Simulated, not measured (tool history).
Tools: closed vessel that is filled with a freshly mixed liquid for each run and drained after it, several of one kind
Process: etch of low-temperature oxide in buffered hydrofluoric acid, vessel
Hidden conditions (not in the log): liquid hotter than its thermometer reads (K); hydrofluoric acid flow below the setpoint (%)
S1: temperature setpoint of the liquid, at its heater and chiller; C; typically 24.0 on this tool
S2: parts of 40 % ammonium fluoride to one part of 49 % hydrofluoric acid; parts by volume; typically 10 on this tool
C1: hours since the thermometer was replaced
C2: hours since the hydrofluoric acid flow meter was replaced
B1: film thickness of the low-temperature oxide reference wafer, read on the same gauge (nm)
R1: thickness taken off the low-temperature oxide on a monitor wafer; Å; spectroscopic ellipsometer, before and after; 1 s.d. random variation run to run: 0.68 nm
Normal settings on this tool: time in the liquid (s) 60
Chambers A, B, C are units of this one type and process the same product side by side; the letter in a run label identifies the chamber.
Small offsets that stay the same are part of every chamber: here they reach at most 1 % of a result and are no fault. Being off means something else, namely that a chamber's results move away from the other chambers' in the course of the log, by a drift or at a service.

Run 1C, hour 15.2: usual settings; C1 227.7; C2 985.4; B1 110.01. Result: R1 1851.2 Å.
Run 2B, hour 28.1: usual settings; C1 175.2; C2 691.3; B1 109.99. Result: R1 1845.0 Å.
Run 3A, hour 37.8: usual settings; C1 424.1; C2 696.9; B1 109.99. Result: R1 1827.9 Å.
Run 4C, hour 46.8: usual settings; C1 259.3; C2 1017.0; B1 110.01. Result: R1 1856.6 Å.
Run 5A, hour 58.5: usual settings; C1 444.8; C2 717.6; B1 109.96. Result: R1 1836.6 Å.
Run 6B, hour 67.4: usual settings; C1 214.5; C2 730.6; B1 110.04. Result: R1 1850.0 Å.
Run 7A, hour 75.8: usual settings; C1 462.1; C2 734.9; B1 109.99. Result: R1 1833.4 Å.
Run 8C, hour 86.4: usual settings; C1 298.9; C2 1056.6; B1 110.04. Result: R1 1852.8 Å.
Run 9B, hour 98.9: usual settings; C1 246.0; C2 762.1; B1 110.02. Result: R1 1841.3 Å.
Run 10B, hour 108.4: usual settings; C1 255.5; C2 771.6; B1 109.98. Result: R1 1844.0 Å.
Run 11A, hour 121.7: usual settings; C1 508.0; C2 780.8; B1 110.01. Result: R1 1824.3 Å.
Run 12C, hour 136.2: usual settings; C1 348.7; C2 1106.4; B1 109.99. Result: R1 1856.8 Å.
Run 13A, hour 147.7: usual settings; C1 534.0; C2 806.8; B1 109.98. Result: R1 1844.7 Å.
Run 14C, hour 160.4: usual settings; C1 372.9; C2 1130.6; B1 110.00. Result: R1 1848.4 Å.
Run 15B, hour 169.9: usual settings but S1 19.5 C, time in the liquid (s) 95; C1 317.0; C2 833.1; B1 110.02. Result: R1 2277.6 Å.
Run 16A, hour 185.2: usual settings but S1 19.5 C, time in the liquid (s) 95; C1 571.5; C2 844.3; B1 110.03. Result: R1 2272.7 Å.
Run 17C, hour 199.7: usual settings but S1 19.5 C, time in the liquid (s) 95; C1 412.2; C2 1169.9; B1 109.99. Result: R1 2278.8 Å.
Run 18B, hour 208.7: usual settings; C1 355.8; C2 871.9; B1 109.97. Result: R1 1839.9 Å.
Run 19C, hour 224.0: usual settings but S2 7 parts by volume; C1 436.5; C2 1194.2; B1 109.95. Result: R1 2586.4 Å.
Run 20A, hour 230.6: usual settings but S2 7 parts by volume; C1 616.9; C2 889.7; B1 110.02. Result: R1 2554.5 Å.
Run 21B, hour 239.1: usual settings but S2 7 parts by volume; C1 386.2; C2 902.3; B1 110.04. Result: R1 2584.9 Å.

Next, every chamber runs the same settings. What will each give?
Run 22A, hour 250.1: usual settings but S2 8 parts by volume. Result: R1 ?.
Run 22B, hour 250.1: usual settings but S2 8 parts by volume. Result: R1 ?.
Run 22C, hour 250.1: usual settings but S2 8 parts by volume. Result: R1 ?.

run      R1
22A  2219.4
22B  2249.0
22C  2249.6
